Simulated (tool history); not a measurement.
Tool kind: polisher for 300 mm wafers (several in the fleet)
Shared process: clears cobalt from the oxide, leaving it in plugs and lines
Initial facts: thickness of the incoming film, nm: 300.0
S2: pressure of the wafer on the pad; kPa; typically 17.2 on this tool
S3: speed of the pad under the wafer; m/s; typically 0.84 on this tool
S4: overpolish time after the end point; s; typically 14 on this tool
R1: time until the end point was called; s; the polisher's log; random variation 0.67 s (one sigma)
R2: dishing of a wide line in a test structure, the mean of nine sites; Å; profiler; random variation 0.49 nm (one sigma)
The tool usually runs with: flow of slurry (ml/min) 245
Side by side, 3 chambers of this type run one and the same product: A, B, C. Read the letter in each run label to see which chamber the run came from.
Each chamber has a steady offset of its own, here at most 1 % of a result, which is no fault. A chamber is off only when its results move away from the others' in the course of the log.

{"hour": 6.9, "done": "chamber B: slurry nozzle cleaned"}
{"run": "1A", "hour": 6.9, "flow of slurry (ml/min)": 245, "S2": 17.2, "S3": 0.84, "S4": 14, "R1": 57.764, "R2": 468.74}
{"hour": 11.8, "done": "chamber C: slurry nozzle cleaned"}
{"run": "2B", "hour": 15.4, "flow of slurry (ml/min)": 245, "S2": 17.2, "S3": 0.84, "S4": 14, "R1": 57.887, "R2": 468.7}
{"run": "3C", "hour": 23.7, "flow of slurry (ml/min)": 245, "S2": 17.2, "S3": 0.84, "S4": 14, "R1": 57.484, "R2": 462.89}
{"run": "4C", "hour": 30.8, "flow of slurry (ml/min)": 245, "S2": 17.2, "S3": 0.84, "S4": 14, "R1": 57.788, "R2": 463.19}
{"hour": 32.5, "done": "chamber B: worn pad replaced by a new one"}
{"run": "5B", "hour": 36.4, "flow of slurry (ml/min)": 245, "S2": 17.2, "S3": 0.84, "S4": 14, "R1": 58.206, "R2": 462}
{"run": "6A", "hour": 42.7, "flow of slurry (ml/min)": 245, "S2": 17.2, "S3": 0.84, "S4": 14, "R1": 57.51, "R2": 462.96}
{"run": "7B", "hour": 48.3, "flow of slurry (ml/min)": 245, "S2": 17.2, "S3": 0.84, "S4": 14, "R1": 58.524, "R2": 464.65}
{"hour": 51.2, "done": "chamber A: worn pad replaced by a new one"}
{"run": "8A", "hour": 54.7, "flow of slurry (ml/min)": 270, "S2": 17.2, "S3": 0.84, "S4": 20, "R1": 58.278, "R2": 557.21}
{"run": "9C", "hour": 60.2, "flow of slurry (ml/min)": 270, "S2": 17.2, "S3": 0.84, "S4": 20, "R1": 57.34, "R2": 563.47}
{"hour": 61.5, "done": "chamber C: worn pad replaced by a new one"}
{"hour": 66.2, "done": "chamber B: head pressure recalibrated"}
{"run": "10B", "hour": 68.6, "flow of slurry (ml/min)": 270, "S2": 17.2, "S3": 0.84, "S4": 20, "R1": 58.575, "R2": 551.75}
{"run": "11C", "hour": 74.0, "flow of slurry (ml/min)": 245, "S2": 17.2, "S3": 0.84, "S4": 14, "R1": 57.452, "R2": 465.69}
{"run": "12A", "hour": 80.4, "flow of slurry (ml/min)": 245, "S2": 17.2, "S3": 0.84, "S4": 14, "R1": 58.243, "R2": 464.13}
{"run": "13C", "hour": 87.9, "flow of slurry (ml/min)": 245, "S2": 17.2, "S3": 0.84, "S4": 14, "R1": 57.064, "R2": 457.46}
{"hour": 95.6, "done": "chamber B: worn pad replaced by a new one"}
{"run": "14B", "hour": 95.9, "flow of slurry (ml/min)": 245, "S2": 17.2, "S3": 0.84, "S4": 14, "R1": 57.872, "R2": 466.26}
{"run": "15A", "hour": 104.3, "flow of slurry (ml/min)": 245, "S2": 17.2, "S3": 0.84, "S4": 14, "R1": 56.317, "R2": 454.52}
{"run": "16A", "hour": 112.9, "flow of slurry (ml/min)": 245, "S2": 17.2, "S3": 0.84, "S4": 14, "R1": 58.98, "R2": 464.61}
{"run": "17C", "hour": 119.6, "flow of slurry (ml/min)": 245, "S2": 17.2, "S3": 0.84, "S4": 14, "R1": 59.49, "R2": 461.16}
{"run": "18B", "hour": 126.9, "flow of slurry (ml/min)": 200, "S2": 17.2, "S3": 0.84, "S4": 14, "R1": 60.727, "R2": 452.32}
{"run": "19A", "hour": 133.9, "flow of slurry (ml/min)": 200, "S2": 17.2, "S3": 0.84, "S4": 14, "R1": 60.221, "R2": 449.54}
{"hour": 136.3, "done": "chamber C: worn pad replaced by a new one"}
{"run": "20B", "hour": 142.0, "flow of slurry (ml/min)": 200, "S2": 17.2, "S3": 0.84, "S4": 14, "R1": 59.281, "R2": 456.42}
{"run": "21C", "hour": 146.5, "flow of slurry (ml/min)": 245, "S2": 17.2, "S3": 0.84, "S4": 14, "R1": 58.378, "R2": 456.38}
{"run": "22B", "hour": 150.9, "flow of slurry (ml/min)": 245, "S2": 17.2, "S3": 0.84, "S4": 14, "R1": 58.116, "R2": 456.63}
{"hour": 154.6, "done": "chamber B: worn pad replaced by a new one"}
{"run": "23C", "hour": 159.1, "flow of slurry (ml/min)": 245, "S2": 17.2, "S3": 0.84, "S4": 14, "R1": 57.813, "R2": 458.38}
{"run": "24A", "hour": 164.3, "flow of slurry (ml/min)": 245, "S2": 17.2, "S3": 0.84, "S4": 14, "R1": 57.042, "R2": 452.68}
{"run": "25C", "hour": 171.6, "flow of slurry (ml/min)": 245, "S2": 17.2, "S3": 0.84, "S4": 14, "R1": 57.272, "R2": 471.61}
{"run": "26B", "hour": 176.1, "flow of slurry (ml/min)": 245, "S2": 19.3, "S3": 0.84, "S4": 14, "R1": 52.004, "R2": 500.86}
{"run": "27A", "hour": 183.6, "flow of slurry (ml/min)": 245, "S2": 19.3, "S3": 0.84, "S4": 14, "R1": 50.782, "R2": 491.85}
{"run": "28B", "hour": 191.1, "flow of slurry (ml/min)": 245, "S2": 19.3, "S3": 0.84, "S4": 14, "R1": 51.193, "R2": 497.83}
{"run": "29A", "hour": 195.1, "flow of slurry (ml/min)": 245, "S2": 17.2, "S3": 0.84, "S4": 14, "R1": 56.682, "R2": 461.2}
{"run": "30C", "hour": 201.0, "flow of slurry (ml/min)": 245, "S2": 17.2, "S3": 0.84, "S4": 17, "R1": 58.16, "R2": 525.57}

Read the log: is a single chamber off, either drifting away or since a service, is the gauge that measures every chamber drifting, or is nothing wrong beyond small per-chamber offsets? Name any odd chamber and what most likely caused it.

No chamber stands off beyond its own small offset, and the gauge holds steady.

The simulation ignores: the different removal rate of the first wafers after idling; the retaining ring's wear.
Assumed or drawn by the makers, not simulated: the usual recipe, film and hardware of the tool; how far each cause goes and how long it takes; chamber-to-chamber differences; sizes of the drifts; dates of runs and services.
